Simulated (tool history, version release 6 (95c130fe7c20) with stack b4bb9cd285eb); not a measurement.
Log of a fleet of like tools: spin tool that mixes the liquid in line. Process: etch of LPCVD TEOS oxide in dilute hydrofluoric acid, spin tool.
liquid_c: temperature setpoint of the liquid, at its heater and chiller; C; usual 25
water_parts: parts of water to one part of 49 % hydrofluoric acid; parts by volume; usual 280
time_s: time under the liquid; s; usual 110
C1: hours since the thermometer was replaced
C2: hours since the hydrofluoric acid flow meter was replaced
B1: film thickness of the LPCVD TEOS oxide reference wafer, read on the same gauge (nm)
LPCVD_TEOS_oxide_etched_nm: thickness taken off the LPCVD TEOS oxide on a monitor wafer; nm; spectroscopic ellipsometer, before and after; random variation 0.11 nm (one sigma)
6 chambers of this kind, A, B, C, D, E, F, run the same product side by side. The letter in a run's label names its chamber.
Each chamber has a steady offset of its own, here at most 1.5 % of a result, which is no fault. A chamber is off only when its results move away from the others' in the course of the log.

{"run": "1D", "day": 0.212, "liquid_c": 25, "water_parts": 280, "time_s": 110, "C1": 2445.7, "C2": 459.9, "B1": 60.042, "LPCVD_TEOS_oxide_etched_nm": 11.819}
{"run": "2B", "day": 0.525, "liquid_c": 25, "water_parts": 280, "time_s": 110, "C1": 165.6, "C2": 1652.8, "B1": 59.949, "LPCVD_TEOS_oxide_etched_nm": 11.608}
{"run": "3A", "day": 0.696, "liquid_c": 25, "water_parts": 280, "time_s": 110, "C1": 333.4, "C2": 90.8, "B1": 60.004, "LPCVD_TEOS_oxide_etched_nm": 11.874}
{"run": "4E", "day": 0.871, "liquid_c": 25, "water_parts": 280, "time_s": 110, "C1": 1712.9, "C2": 656.9, "B1": 59.98, "LPCVD_TEOS_oxide_etched_nm": 11.82}
{"run": "5C", "day": 1.175, "liquid_c": 25, "water_parts": 280, "time_s": 110, "C1": 988.6, "C2": 612.6, "B1": 59.951, "LPCVD_TEOS_oxide_etched_nm": 11.801}
{"run": "6F", "day": 1.329, "liquid_c": 26.5, "water_parts": 280, "time_s": 110, "C1": 1159.2, "C2": 1561.9, "B1": 60.041, "LPCVD_TEOS_oxide_etched_nm": 12.309}
{"run": "7A", "day": 1.6, "liquid_c": 26.5, "water_parts": 280, "time_s": 110, "C1": 355.1, "C2": 112.5, "B1": 60.032, "LPCVD_TEOS_oxide_etched_nm": 12.574}
{"run": "8F", "day": 1.908, "liquid_c": 26.5, "water_parts": 280, "time_s": 110, "C1": 1173.1, "C2": 1575.8, "B1": 60.028, "LPCVD_TEOS_oxide_etched_nm": 12.289}
{"run": "9C", "day": 2.142, "liquid_c": 26.5, "water_parts": 280, "time_s": 110, "C1": 1011.8, "C2": 635.8, "B1": 60.002, "LPCVD_TEOS_oxide_etched_nm": 12.581}
{"day": 2.196, "done": "chamber D: thermometer replaced"}
{"run": "10E", "day": 2.475, "liquid_c": 26.5, "water_parts": 280, "time_s": 110, "C1": 1751.4, "C2": 695.4, "B1": 59.993, "LPCVD_TEOS_oxide_etched_nm": 12.46}
{"run": "11B", "day": 2.65, "liquid_c": 26.5, "water_parts": 280, "time_s": 110, "C1": 216.6, "C2": 1703.8, "B1": 60.011, "LPCVD_TEOS_oxide_etched_nm": 12.523}
{"run": "12D", "day": 2.9, "liquid_c": 25, "water_parts": 280, "time_s": 110, "C1": 16.9, "C2": 524.4, "B1": 59.996, "LPCVD_TEOS_oxide_etched_nm": 11.713}
{"run": "13F", "day": 3.158, "liquid_c": 22.5, "water_parts": 280, "time_s": 110, "C1": 1203.1, "C2": 1605.8, "B1": 60.003, "LPCVD_TEOS_oxide_etched_nm": 10.538}
{"run": "14D", "day": 3.35, "liquid_c": 22.5, "water_parts": 280, "time_s": 110, "C1": 27.7, "C2": 535.2, "B1": 60.031, "LPCVD_TEOS_oxide_etched_nm": 10.835}
{"run": "15A", "day": 3.65, "liquid_c": 22.5, "water_parts": 280, "time_s": 110, "C1": 404.3, "C2": 161.7, "B1": 59.986, "LPCVD_TEOS_oxide_etched_nm": 10.72}
{"run": "16E", "day": 3.817, "liquid_c": 22.5, "water_parts": 280, "time_s": 110, "C1": 1783.6, "C2": 727.6, "B1": 60.01, "LPCVD_TEOS_oxide_etched_nm": 10.687}
{"run": "17C", "day": 4.121, "liquid_c": 22.5, "water_parts": 280, "time_s": 110, "C1": 1059.3, "C2": 683.3, "B1": 60.023, "LPCVD_TEOS_oxide_etched_nm": 10.575}
{"run": "18B", "day": 4.354, "liquid_c": 22.5, "water_parts": 280, "time_s": 110, "C1": 257.5, "C2": 1744.7, "B1": 60.007, "LPCVD_TEOS_oxide_etched_nm": 10.527}
{"run": "19F", "day": 4.633, "liquid_c": 25, "water_parts": 280, "time_s": 110, "C1": 1238.5, "C2": 1641.2, "B1": 60.024, "LPCVD_TEOS_oxide_etched_nm": 11.641}
{"run": "20A", "day": 4.958, "liquid_c": 25, "water_parts": 280, "time_s": 110, "C1": 435.7, "C2": 193.1, "B1": 59.99, "LPCVD_TEOS_oxide_etched_nm": 11.748}
{"run": "21D", "day": 5.262, "liquid_c": 25, "water_parts": 280, "time_s": 110, "C1": 73.6, "C2": 581.1, "B1": 60.023, "LPCVD_TEOS_oxide_etched_nm": 11.769}
{"run": "22B", "day": 5.454, "liquid_c": 25, "water_parts": 280, "time_s": 110, "C1": 283.9, "C2": 1771.1, "B1": 60.039, "LPCVD_TEOS_oxide_etched_nm": 11.506}
{"run": "23C", "day": 5.608, "liquid_c": 25, "water_parts": 280, "time_s": 110, "C1": 1095, "C2": 719, "B1": 60.023, "LPCVD_TEOS_oxide_etched_nm": 11.255}
{"run": "24E", "day": 5.825, "liquid_c": 25, "water_parts": 280, "time_s": 110, "C1": 1831.8, "C2": 775.8, "B1": 59.987, "LPCVD_TEOS_oxide_etched_nm": 11.594}
{"run": "25E", "day": 6.012, "liquid_c": 21, "water_parts": 160, "time_s": 110, "C1": 1836.3, "C2": 780.3, "B1": 60.012, "LPCVD_TEOS_oxide_etched_nm": 20.228}
{"run": "26A", "day": 6.196, "liquid_c": 21, "water_parts": 160, "time_s": 110, "C1": 465.4, "C2": 222.8, "B1": 60, "LPCVD_TEOS_oxide_etched_nm": 19.506}
{"day": 6.254, "done": "chamber F: thermometer replaced"}
{"run": "27B", "day": 6.467, "liquid_c": 21, "water_parts": 160, "time_s": 110, "C1": 308.2, "C2": 1795.4, "B1": 60.045, "LPCVD_TEOS_oxide_etched_nm": 20.221}
{"run": "28F", "day": 6.775, "liquid_c": 21, "water_parts": 160, "time_s": 110, "C1": 12.5, "C2": 1692.6, "B1": 60.029, "LPCVD_TEOS_oxide_etched_nm": 19.647}
{"run": "29C", "day": 6.979, "liquid_c": 21, "water_parts": 160, "time_s": 110, "C1": 1127.9, "C2": 751.9, "B1": 59.977, "LPCVD_TEOS_oxide_etched_nm": 18.637}
{"run": "30D", "day": 7.292, "liquid_c": 21, "water_parts": 160, "time_s": 110, "C1": 122.3, "C2": 629.8, "B1": 60.012, "LPCVD_TEOS_oxide_etched_nm": 20.012}
{"run": "31C", "day": 7.546, "liquid_c": 25, "water_parts": 280, "time_s": 110, "C1": 1141.5, "C2": 765.5, "B1": 60.02, "LPCVD_TEOS_oxide_etched_nm": 10.744}
{"run": "32F", "day": 7.762, "liquid_c": 25, "water_parts": 280, "time_s": 110, "C1": 36.2, "C2": 1716.3, "B1": 60.018, "LPCVD_TEOS_oxide_etched_nm": 11.598}
{"run": "33A", "day": 7.946, "liquid_c": 25, "water_parts": 280, "time_s": 110, "C1": 507.4, "C2": 264.8, "B1": 59.998, "LPCVD_TEOS_oxide_etched_nm": 11.805}
{"run": "34B", "day": 8.221, "liquid_c": 25, "water_parts": 280, "time_s": 110, "C1": 350.3, "C2": 1837.5, "B1": 59.971, "LPCVD_TEOS_oxide_etched_nm": 11.607}
{"run": "35E", "day": 8.521, "liquid_c": 25, "water_parts": 280, "time_s": 110, "C1": 1896.5, "C2": 840.5, "B1": 60.008, "LPCVD_TEOS_oxide_etched_nm": 11.788}
{"run": "36D", "day": 8.812, "liquid_c": 25, "water_parts": 280, "time_s": 110, "C1": 158.8, "C2": 666.3, "B1": 59.994, "LPCVD_TEOS_oxide_etched_nm": 11.456}
{"run": "37A", "day": 9.058, "liquid_c": 25, "water_parts": 280, "time_s": 110, "C1": 534.1, "C2": 291.5, "B1": 59.973, "LPCVD_TEOS_oxide_etched_nm": 11.62}
{"run": "38C", "day": 9.283, "liquid_c": 25, "water_parts": 280, "time_s": 110, "C1": 1183.2, "C2": 807.2, "B1": 60.012, "LPCVD_TEOS_oxide_etched_nm": 10.631}
{"run": "39F", "day": 9.479, "liquid_c": 25, "water_parts": 280, "time_s": 110, "C1": 77.4, "C2": 1757.5, "B1": 60.031, "LPCVD_TEOS_oxide_etched_nm": 11.535}
{"run": "40E", "day": 9.788, "liquid_c": 29, "water_parts": 280, "time_s": 110, "C1": 1926.9, "C2": 870.9, "B1": 59.983, "LPCVD_TEOS_oxide_etched_nm": 13.312}

Is one chamber off against the others, does the gauge drift, or is nothing wrong? If a chamber is off, say which, and what the likeliest cause is.

Chamber C drifts away from the others.
Cause: hydrofluoric acid flow below the setpoint (%) = 9.59.

Here are 4 candidates for chamber C's next run, each the usual settings with a change, their results left as question marks. Which one brings its results back in line with what the others give on the usual settings?
In line means no further than this from the other chambers' mean on the usual settings: LPCVD_TEOS_oxide_etched_nm 0.38 nm
{"run": "41C-1", "day": 10.025, "liquid_c": 25, "water_parts": 260, "time_s": 120, "LPCVD_TEOS_oxide_etched_nm": "?"}
{"run": "41C-2", "day": 10.025, "liquid_c": 25, "water_parts": 305, "time_s": 110, "LPCVD_TEOS_oxide_etched_nm": "?"}
{"run": "41C-3", "day": 10.025, "liquid_c": 25, "water_parts": 255, "time_s": 110, "LPCVD_TEOS_oxide_etched_nm": "?"}
{"run": "41C-4", "day": 10.025, "liquid_c": 25, "water_parts": 300, "time_s": 100, "LPCVD_TEOS_oxide_etched_nm": "?"}

The other chambers' mean on the usual settings: LPCVD_TEOS_oxide_etched_nm 11.69 nm
run=41C-1 LPCVD_TEOS_oxide_etched_nm=12.473
run=41C-2 LPCVD_TEOS_oxide_etched_nm=9.3102
run=41C-3 LPCVD_TEOS_oxide_etched_nm=11.719
run=41C-4 LPCVD_TEOS_oxide_etched_nm=8.6483
41C-3 brings the chamber back in line.
